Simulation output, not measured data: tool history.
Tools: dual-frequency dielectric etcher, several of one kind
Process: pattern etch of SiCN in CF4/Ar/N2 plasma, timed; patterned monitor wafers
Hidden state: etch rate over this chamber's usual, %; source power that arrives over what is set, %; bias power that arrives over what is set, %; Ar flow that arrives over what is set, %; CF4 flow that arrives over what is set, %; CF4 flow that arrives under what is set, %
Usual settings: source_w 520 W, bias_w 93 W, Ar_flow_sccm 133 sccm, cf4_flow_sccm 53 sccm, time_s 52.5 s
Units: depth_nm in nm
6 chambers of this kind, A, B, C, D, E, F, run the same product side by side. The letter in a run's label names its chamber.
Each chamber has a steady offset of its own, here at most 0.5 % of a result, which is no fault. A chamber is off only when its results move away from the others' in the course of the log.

run	hour	source_w	bias_w	Ar_flow_sccm	cf4_flow_sccm	time_s	hours since the last wet clean	hours since the last source power generator calibration	hours since the last bias power generator calibration	hours since the last Ar flow controller change	hours since the last CF4 flow controller change	read-back reference wafer on the same gauge, depth_nm	depth_nm
1A	10	520	93	133	53	52.5	429.2	4370.2	13.9	3254.9	1791.5	59.014	51.439
2E	21.6	520	93	133	53	52.5	359.9	90.1	2165.9	808.1	788.7	59.001	51.554
3B	30.1	520	93	133	53	52.5	362.7	1788.5	932.6	615.9	2224.3	59.013	51.632
4C	44.1	520	93	133	53	52.5	470.5	2249	1264.7	3632.6	3335.9	59.034	51.538
5F	53.3	520	93	133	53	52.5	469	1215.8	669.1	1481.2	2220.4	59.066	51.845
6D	61.4	520	93	133	53	45.5	311.5	284.2	1048.2	953.8	2829	59.037	44.878
# hour 69.7: chamber A: wet clean of the chamber
7B	71.4	520	93	133	53	45.5	404	1829.8	973.9	657.2	2265.6	59.054	44.853
8C	79.9	520	93	133	53	45.5	506.3	2284.8	1300.5	3668.4	3371.7	59.075	44.649
9A	87.5	520	93	133	53	45.5	17.9	4447.7	91.4	3332.4	1869	59.072	44.569
# hour 88.6: chamber C: wet clean of the chamber
10F	98.1	520	93	133	53	45.5	513.8	1260.6	713.9	1526	2265.2	59.086	45.005
11E	104.8	520	93	133	53	45.5	443.1	173.3	2249.1	891.3	871.9	59.074	44.691
12D	116.9	520	93	133	53	52.5	367	339.7	1103.7	1009.3	2884.5	59.105	51.747
# hour 118.4: chamber B: wet clean of the chamber
13F	125.8	520	93	163	53	52.5	541.5	1288.3	741.6	1553.7	2292.9	59.101	50.352
14C	138.7	520	93	163	53	52.5	50.2	2343.6	1359.3	3727.2	3430.5	59.102	49.978
15A	148	520	93	163	53	52.5	78.4	4508.2	151.9	3392.9	1929.5	59.106	49.931
16E	158.4	520	93	163	53	52.5	496.7	226.9	2302.7	944.9	925.5	59.122	50.083
17B	169.3	520	93	163	53	52.5	51	1927.7	1071.8	755.1	2363.5	59.13	50.122
# hour 174.4: chamber A: source power generator calibrated
# hour 177.4: chamber F: wet clean of the chamber
18D	183.3	520	93	163	53	52.5	433.4	406.1	1170.1	1075.7	2950.9	59.163	50.234
19A	194.6	600	101	133	53	52.5	125	20.3	198.5	3439.5	1976.1	59.165	60.257
20D	202.2	600	101	133	53	52.5	452.3	425	1189	1094.6	2969.8	59.174	60.525
# hour 210.6: chamber D: wet clean of the chamber
21F	211.4	600	101	133	53	52.5	34	1373.9	827.2	1639.3	2378.5	59.17	60.793
22C	225.6	600	101	133	53	52.5	137.1	2430.5	1446.2	3814.1	3517.4	59.181	60.466
# hour 227.9: chamber B: source power generator calibrated
23E	237.2	600	101	133	53	52.5	575.5	305.7	2381.5	1023.7	1004.3	59.207	60.596
24B	244.1	600	101	133	53	52.5	125.8	16.2	1146.6	829.9	2438.3	59.201	60.448
25B	251.4	520	93	133	53	52.5	133.1	23.5	1153.9	837.2	2445.6	59.212	51.827
26D	259	520	93	133	53	52.5	48.4	481.8	1245.8	1151.4	3026.6	59.207	51.941
27C	270.5	520	93	133	53	52.5	182	2475.4	1491.1	3859	3562.3	59.222	51.62
28A	280.5	520	93	133	53	52.5	210.9	106.2	284.4	3525.4	2062	59.237	51.648
29E	293.7	520	93	133	53	52.5	632	362.2	2438	1080.2	1060.8	59.25	51.775
30F	300.1	520	93	133	53	52.5	122.7	1462.6	915.9	1728	2467.2	59.255	52.024
# hour 301.6: chamber E: wet clean of the chamber
31E	306.7	520	93	133	53	52.5	5.2	375.2	2451	1093.2	1073.8	59.243	51.774
32D	317.6	400	93	133	53	43	107	540.4	1304.4	1210	3085.2	59.261	34.035
33B	326.6	400	93	133	53	43	208.3	98.7	1229.1	912.4	2520.8	59.255	34.017
34C	337.3	400	93	133	53	43	248.8	2542.2	1557.9	3925.8	3629.1	59.265	33.805
35F	348.7	400	93	133	53	43	171.3	1511.2	964.5	1776.6	2515.8	59.286	34.006
36A	359.1	400	93	133	53	43	289.5	184.8	363	3604	2140.6	59.295	33.813
37F	369.1	400	93	133	53	43	191.7	1531.6	984.9	1797	2536.2	59.282	33.939

All 6 chambers run these settings next. Forecast each chamber's results:
38A	379.3	520	93	133	53	37.5							?
38B	379.3	520	93	133	53	37.5							?
38C	379.3	520	93	133	53	37.5							?
38D	379.3	520	93	133	53	37.5							?
38E	379.3	520	93	133	53	37.5							?
38F	379.3	520	93	133	53	37.5							?

run	depth_nm
38A	36.949
38B	36.988
38C	37.04
38D	37.04
38E	36.98
38F	37.249
